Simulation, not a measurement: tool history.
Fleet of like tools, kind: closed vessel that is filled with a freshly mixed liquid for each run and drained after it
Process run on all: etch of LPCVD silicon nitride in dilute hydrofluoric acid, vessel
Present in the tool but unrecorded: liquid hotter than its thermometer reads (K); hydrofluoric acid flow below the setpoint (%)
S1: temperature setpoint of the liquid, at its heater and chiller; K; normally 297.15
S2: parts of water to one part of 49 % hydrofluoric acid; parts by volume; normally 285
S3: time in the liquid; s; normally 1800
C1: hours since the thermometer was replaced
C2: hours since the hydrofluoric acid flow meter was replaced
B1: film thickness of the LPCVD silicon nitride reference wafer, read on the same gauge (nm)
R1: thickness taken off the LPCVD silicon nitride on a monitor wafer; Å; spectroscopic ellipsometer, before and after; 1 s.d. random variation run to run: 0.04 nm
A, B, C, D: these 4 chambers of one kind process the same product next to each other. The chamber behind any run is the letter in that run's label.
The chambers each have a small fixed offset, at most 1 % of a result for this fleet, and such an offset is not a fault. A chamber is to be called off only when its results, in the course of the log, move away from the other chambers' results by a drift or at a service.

run,hour,S1,S2,S3,C1,C2,B1,R1
1C,8.1,297.15,285,1800,1579.4,198.2,120.01,31.047
2A,17.7,297.15,285,1800,1622.9,1315.3,119.99,30.967
3B,27.8,297.15,285,1800,1289.4,701.4,119.99,31.110
4D,38.2,297.15,285,1800,3073.0,526.5,119.99,30.220
5B,46.7,297.15,285,1800,1308.3,720.3,119.98,30.733
# hour 51.2: chamber D: thermometer replaced
6D,56.4,297.15,285,1800,5.3,544.7,120.00,30.439
7C,63.9,297.15,285,1800,1635.2,254.0,119.99,30.928
8A,72.2,297.15,285,1800,1677.4,1369.8,119.98,30.924
9D,77.7,300.65,350,1800,26.6,566.0,120.00,30.285
10C,84.4,300.65,350,1800,1655.7,274.5,120.01,30.816
11A,93.2,300.65,350,1800,1698.4,1390.8,120.01,31.698
12B,101.7,300.65,350,1800,1363.3,775.3,119.98,30.996
13C,108.2,297.15,285,1800,1679.5,298.3,119.99,31.238
14D,116.5,297.15,285,1800,65.4,604.8,120.00,30.547
15B,121.3,297.15,285,1800,1382.9,794.9,120.00,31.128
16A,129.1,297.15,285,1800,1734.3,1426.7,119.99,30.953
# hour 130.0: chamber A: hydrofluoric acid flow meter replaced
17D,139.6,297.15,285,1800,88.5,627.9,119.98,30.749
18B,146.3,297.15,285,1800,1407.9,819.9,120.02,30.439
19A,156.7,297.15,285,1800,1761.9,26.7,120.00,30.376
20C,163.9,297.15,285,1800,1735.2,354.0,120.03,30.002
21A,173.6,292.65,285,1800,1778.8,43.6,119.98,23.916
22D,179.4,292.65,285,1800,128.3,667.7,119.98,23.107
23C,187.0,292.65,285,1800,1758.3,377.1,120.01,22.592
24B,191.8,292.65,285,1800,1453.4,865.4,119.99,22.952
25A,199.1,297.15,285,1800,1804.3,69.1,120.03,31.977
26D,206.9,297.15,285,1800,155.8,695.2,119.98,30.576
27B,214.5,297.15,285,1800,1476.1,888.1,119.98,31.137
28C,224.9,297.15,285,1800,1796.2,415.0,120.02,29.732
# hour 230.3: chamber B: thermometer replaced
29B,231.1,297.15,285,1800,0.9,904.7,119.99,30.569
30C,238.0,300.65,285,960,1809.3,428.1,120.00,19.212
31D,245.0,300.65,285,960,193.9,733.3,120.00,19.869
32A,254.2,300.65,285,960,1859.4,124.2,120.01,20.717
33C,263.9,300.65,285,960,1835.2,454.0,120.00,18.881
34D,271.9,300.65,285,1155,220.8,760.2,120.01,24.576
35A,282.0,300.65,285,1155,1887.2,152.0,120.00,24.829
36B,291.0,300.65,285,1155,60.8,964.6,119.99,24.445
37D,298.0,300.65,285,1155,246.9,786.3,120.01,24.475
38C,307.0,297.15,285,1800,1878.3,497.1,120.01,28.821
39B,315.4,297.15,285,1800,85.2,989.0,119.99,30.770
40A,323.0,297.15,285,1800,1928.2,193.0,119.98,31.903
41C,329.2,297.15,285,1800,1900.5,519.3,119.99,28.672
42B,338.2,297.15,285,1800,108.0,1011.8,120.00,31.135
43D,345.8,297.15,285,1800,294.7,834.1,120.00,30.498
44A,353.2,297.15,285,1800,1958.4,223.2,120.00,31.076

Which is it: a chamber that has drifted or been left off by a service, a gauge drift common to all chambers, or only each chamber's usual small offset? If a chamber is off, name it and its likeliest cause.

One chamber, C, drifts off from the rest bit by bit.
Cause: hydrofluoric acid flow below the setpoint (%) = 9.26.
From this log alone, it may not be told apart from: liquid colder than its thermometer reads (K).

Below are 4 candidate recipes for chamber C's next run, each the usual settings with a change, their results shown as question marks. Which of them brings C's results back in line with what the other chambers give on the usual settings?
Counts as in line when no further than this from what the other chambers average on the usual settings: R1 1.400 Å
45C-1,360.9,297.15,240,1800,,,,?
45C-2,360.9,295.65,285,1800,,,,?
45C-3,360.9,298.65,285,1800,,,,?
45C-4,360.9,296.65,300,1645,,,,?

Average result of the remaining chambers running the usual settings: R1 30.827 Å
run,R1
45C-1,33.715
45C-2,25.887
45C-3,31.037
45C-4,23.878
45C-3 puts the chamber back in line with the other chambers.
